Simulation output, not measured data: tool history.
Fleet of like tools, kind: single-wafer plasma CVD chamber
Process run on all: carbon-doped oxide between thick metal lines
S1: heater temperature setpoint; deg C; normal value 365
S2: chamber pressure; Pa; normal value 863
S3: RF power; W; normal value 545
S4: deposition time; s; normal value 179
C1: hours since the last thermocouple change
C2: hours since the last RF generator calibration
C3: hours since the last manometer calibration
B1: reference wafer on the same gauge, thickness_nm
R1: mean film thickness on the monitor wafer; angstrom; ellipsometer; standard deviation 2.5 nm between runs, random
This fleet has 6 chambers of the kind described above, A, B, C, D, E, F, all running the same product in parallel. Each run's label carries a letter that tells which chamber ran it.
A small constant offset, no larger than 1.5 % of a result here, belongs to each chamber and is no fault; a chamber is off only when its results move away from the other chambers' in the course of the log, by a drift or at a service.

{"run": "1F", "hour": 10.0, "S1": 365, "S2": 863, "S3": 545, "S4": 179, "C1": 2403.1, "C2": 1658.9, "C3": 983.4, "B1": 1054.5, "R1": 9604.0}
{"run": "2B", "hour": 25.5, "S1": 365, "S2": 863, "S3": 545, "S4": 179, "C1": 1453.0, "C2": 1874.7, "C3": 713.0, "B1": 1055.1, "R1": 9399.2}
{"hour": 35.3, "done": "chamber C: capacitance manometer re-zeroed and calibrated"}
{"run": "3C", "hour": 40.1, "S1": 365, "S2": 863, "S3": 545, "S4": 179, "C1": 2237.9, "C2": 588.4, "C3": 4.8, "B1": 1055.3, "R1": 9539.5}
{"run": "4A", "hour": 47.5, "S1": 365, "S2": 863, "S3": 545, "S4": 179, "C1": 740.8, "C2": 200.6, "C3": 1245.9, "B1": 1055.9, "R1": 9479.9}
{"hour": 48.1, "done": "chamber A: capacitance manometer re-zeroed and calibrated"}
{"run": "5E", "hour": 54.6, "S1": 365, "S2": 863, "S3": 545, "S4": 179, "C1": 711.0, "C2": 1602.7, "C3": 485.8, "B1": 1056.0, "R1": 9450.5}
{"run": "6D", "hour": 63.2, "S1": 365, "S2": 863, "S3": 545, "S4": 179, "C1": 1351.0, "C2": 376.3, "C3": 535.0, "B1": 1055.0, "R1": 9526.6}
{"run": "7C", "hour": 72.3, "S1": 365, "S2": 863, "S3": 545, "S4": 160, "C1": 2270.1, "C2": 620.6, "C3": 37.0, "B1": 1055.1, "R1": 8468.7}
{"run": "8F", "hour": 85.1, "S1": 365, "S2": 863, "S3": 545, "S4": 160, "C1": 2478.2, "C2": 1734.0, "C3": 1058.5, "B1": 1055.5, "R1": 8541.1}
{"run": "9E", "hour": 98.3, "S1": 365, "S2": 863, "S3": 545, "S4": 160, "C1": 754.7, "C2": 1646.4, "C3": 529.5, "B1": 1055.5, "R1": 8463.5}
{"run": "10B", "hour": 107.8, "S1": 365, "S2": 863, "S3": 545, "S4": 160, "C1": 1535.3, "C2": 1957.0, "C3": 795.3, "B1": 1054.5, "R1": 8398.0}
{"run": "11D", "hour": 119.9, "S1": 365, "S2": 863, "S3": 545, "S4": 160, "C1": 1407.7, "C2": 433.0, "C3": 591.7, "B1": 1054.4, "R1": 8549.0}
{"run": "12A", "hour": 131.1, "S1": 365, "S2": 863, "S3": 545, "S4": 160, "C1": 824.4, "C2": 284.2, "C3": 83.0, "B1": 1055.1, "R1": 8402.2}
{"run": "13E", "hour": 143.0, "S1": 365, "S2": 863, "S3": 545, "S4": 179, "C1": 799.4, "C2": 1691.1, "C3": 574.2, "B1": 1055.2, "R1": 9484.7}
{"hour": 150.3, "done": "chamber F: thermocouple changed; heater temperature recalibrated"}
{"run": "14F", "hour": 156.6, "S1": 365, "S2": 863, "S3": 545, "S4": 179, "C1": 6.3, "C2": 1805.5, "C3": 1130.0, "B1": 1055.4, "R1": 9570.6}
{"run": "15C", "hour": 165.1, "S1": 365, "S2": 863, "S3": 545, "S4": 179, "C1": 2362.9, "C2": 713.4, "C3": 129.8, "B1": 1055.3, "R1": 9472.3}
{"run": "16D", "hour": 173.2, "S1": 365, "S2": 863, "S3": 545, "S4": 179, "C1": 1461.0, "C2": 486.3, "C3": 645.0, "B1": 1055.0, "R1": 9558.3}
{"run": "17B", "hour": 188.7, "S1": 365, "S2": 863, "S3": 545, "S4": 179, "C1": 1616.2, "C2": 2037.9, "C3": 876.2, "B1": 1054.5, "R1": 9382.7}
{"run": "18A", "hour": 198.2, "S1": 365, "S2": 863, "S3": 545, "S4": 179, "C1": 891.5, "C2": 351.3, "C3": 150.1, "B1": 1054.9, "R1": 9466.4}
{"run": "19D", "hour": 213.5, "S1": 365, "S2": 863, "S3": 545, "S4": 179, "C1": 1501.3, "C2": 526.6, "C3": 685.3, "B1": 1054.7, "R1": 9530.0}
{"hour": 217.9, "done": "chamber B: RF generator calibrated"}
{"run": "20B", "hour": 226.8, "S1": 359, "S2": 959, "S3": 545, "S4": 179, "C1": 1654.3, "C2": 9.0, "C3": 914.3, "B1": 1055.6, "R1": 9607.4}
{"run": "21F", "hour": 237.6, "S1": 359, "S2": 959, "S3": 545, "S4": 179, "C1": 87.3, "C2": 1886.5, "C3": 1211.0, "B1": 1055.2, "R1": 9819.1}
{"run": "22A", "hour": 249.8, "S1": 359, "S2": 959, "S3": 545, "S4": 179, "C1": 943.1, "C2": 402.9, "C3": 201.7, "B1": 1055.8, "R1": 9674.5}
{"hour": 252.1, "done": "chamber E: RF generator calibrated"}
{"run": "23E", "hour": 262.3, "S1": 359, "S2": 959, "S3": 545, "S4": 179, "C1": 918.7, "C2": 10.3, "C3": 693.5, "B1": 1055.5, "R1": 9638.3}
{"run": "24C", "hour": 275.9, "S1": 359, "S2": 959, "S3": 545, "S4": 179, "C1": 2473.7, "C2": 824.2, "C3": 240.6, "B1": 1055.4, "R1": 9581.7}
{"run": "25E", "hour": 289.2, "S1": 359, "S2": 959, "S3": 545, "S4": 179, "C1": 945.6, "C2": 37.2, "C3": 720.4, "B1": 1056.0, "R1": 9683.5}
{"run": "26A", "hour": 299.0, "S1": 365, "S2": 863, "S3": 545, "S4": 179, "C1": 992.3, "C2": 452.1, "C3": 250.9, "B1": 1054.7, "R1": 9471.2}
{"run": "27B", "hour": 308.2, "S1": 365, "S2": 863, "S3": 545, "S4": 164, "C1": 1735.7, "C2": 90.4, "C3": 995.7, "B1": 1054.7, "R1": 8621.8}
{"run": "28F", "hour": 322.2, "S1": 365, "S2": 863, "S3": 545, "S4": 164, "C1": 171.9, "C2": 1971.1, "C3": 1295.6, "B1": 1055.1, "R1": 8724.1}
{"run": "29C", "hour": 329.7, "S1": 365, "S2": 863, "S3": 545, "S4": 164, "C1": 2527.5, "C2": 878.0, "C3": 294.4, "B1": 1054.5, "R1": 8601.9}
{"run": "30D", "hour": 339.6, "S1": 365, "S2": 863, "S3": 545, "S4": 164, "C1": 1627.4, "C2": 652.7, "C3": 811.4, "B1": 1055.1, "R1": 8757.8}
{"run": "31D", "hour": 354.9, "S1": 365, "S2": 863, "S3": 545, "S4": 164, "C1": 1642.7, "C2": 668.0, "C3": 826.7, "B1": 1055.9, "R1": 8715.4}
{"run": "32A", "hour": 367.4, "S1": 365, "S2": 863, "S3": 545, "S4": 164, "C1": 1060.7, "C2": 520.5, "C3": 319.3, "B1": 1054.8, "R1": 8679.4}
{"run": "33F", "hour": 380.4, "S1": 365, "S2": 863, "S3": 545, "S4": 179, "C1": 230.1, "C2": 2029.3, "C3": 1353.8, "B1": 1054.6, "R1": 9569.3}
{"run": "34C", "hour": 389.1, "S1": 365, "S2": 863, "S3": 545, "S4": 179, "C1": 2586.9, "C2": 937.4, "C3": 353.8, "B1": 1054.7, "R1": 9320.2}
{"run": "35E", "hour": 396.4, "S1": 365, "S2": 863, "S3": 545, "S4": 179, "C1": 1052.8, "C2": 144.4, "C3": 827.6, "B1": 1055.2, "R1": 9476.2}
{"run": "36B", "hour": 404.5, "S1": 373, "S2": 863, "S3": 580, "S4": 179, "C1": 1832.0, "C2": 186.7, "C3": 1092.0, "B1": 1055.2, "R1": 9603.6}
{"run": "37D", "hour": 416.1, "S1": 373, "S2": 863, "S3": 580, "S4": 179, "C1": 1703.9, "C2": 729.2, "C3": 887.9, "B1": 1054.7, "R1": 9715.0}
{"run": "38B", "hour": 426.5, "S1": 373, "S2": 863, "S3": 580, "S4": 179, "C1": 1854.0, "C2": 208.7, "C3": 1114.0, "B1": 1055.8, "R1": 9586.0}
{"run": "39C", "hour": 440.5, "S1": 373, "S2": 863, "S3": 580, "S4": 179, "C1": 2638.3, "C2": 988.8, "C3": 405.2, "B1": 1054.6, "R1": 9517.1}
{"run": "40F", "hour": 451.4, "S1": 373, "S2": 863, "S3": 580, "S4": 179, "C1": 301.1, "C2": 2100.3, "C3": 1424.8, "B1": 1054.5, "R1": 9762.0}
{"run": "41E", "hour": 465.5, "S1": 373, "S2": 863, "S3": 580, "S4": 179, "C1": 1121.9, "C2": 213.5, "C3": 896.7, "B1": 1055.0, "R1": 9721.2}
{"run": "42A", "hour": 473.2, "S1": 365, "S2": 863, "S3": 545, "S4": 179, "C1": 1166.5, "C2": 626.3, "C3": 425.1, "B1": 1056.1, "R1": 9454.9}
{"run": "43F", "hour": 488.0, "S1": 365, "S2": 931, "S3": 545, "S4": 153, "C1": 337.7, "C2": 2136.9, "C3": 1461.4, "B1": 1055.4, "R1": 8261.8}
{"run": "44D", "hour": 498.3, "S1": 365, "S2": 931, "S3": 545, "S4": 153, "C1": 1786.1, "C2": 811.4, "C3": 970.1, "B1": 1054.7, "R1": 8165.6}

All 6 chambers run these settings next. Forecast each chamber's results:
{"run": "45A", "hour": 509.4, "S1": 365, "S2": 653, "S3": 545, "S4": 179, "R1": "?"}
{"run": "45B", "hour": 509.4, "S1": 365, "S2": 653, "S3": 545, "S4": 179, "R1": "?"}
{"run": "45C", "hour": 509.4, "S1": 365, "S2": 653, "S3": 545, "S4": 179, "R1": "?"}
{"run": "45D", "hour": 509.4, "S1": 365, "S2": 653, "S3": 545, "S4": 179, "R1": "?"}
{"run": "45E", "hour": 509.4, "S1": 365, "S2": 653, "S3": 545, "S4": 179, "R1": "?"}
{"run": "45F", "hour": 509.4, "S1": 365, "S2": 653, "S3": 545, "S4": 179, "R1": "?"}

run=45A R1=9111.9
run=45B R1=9051.8
run=45C R1=8904.3
run=45D R1=9179.0
run=45E R1=9130.1
run=45F R1=9232.2
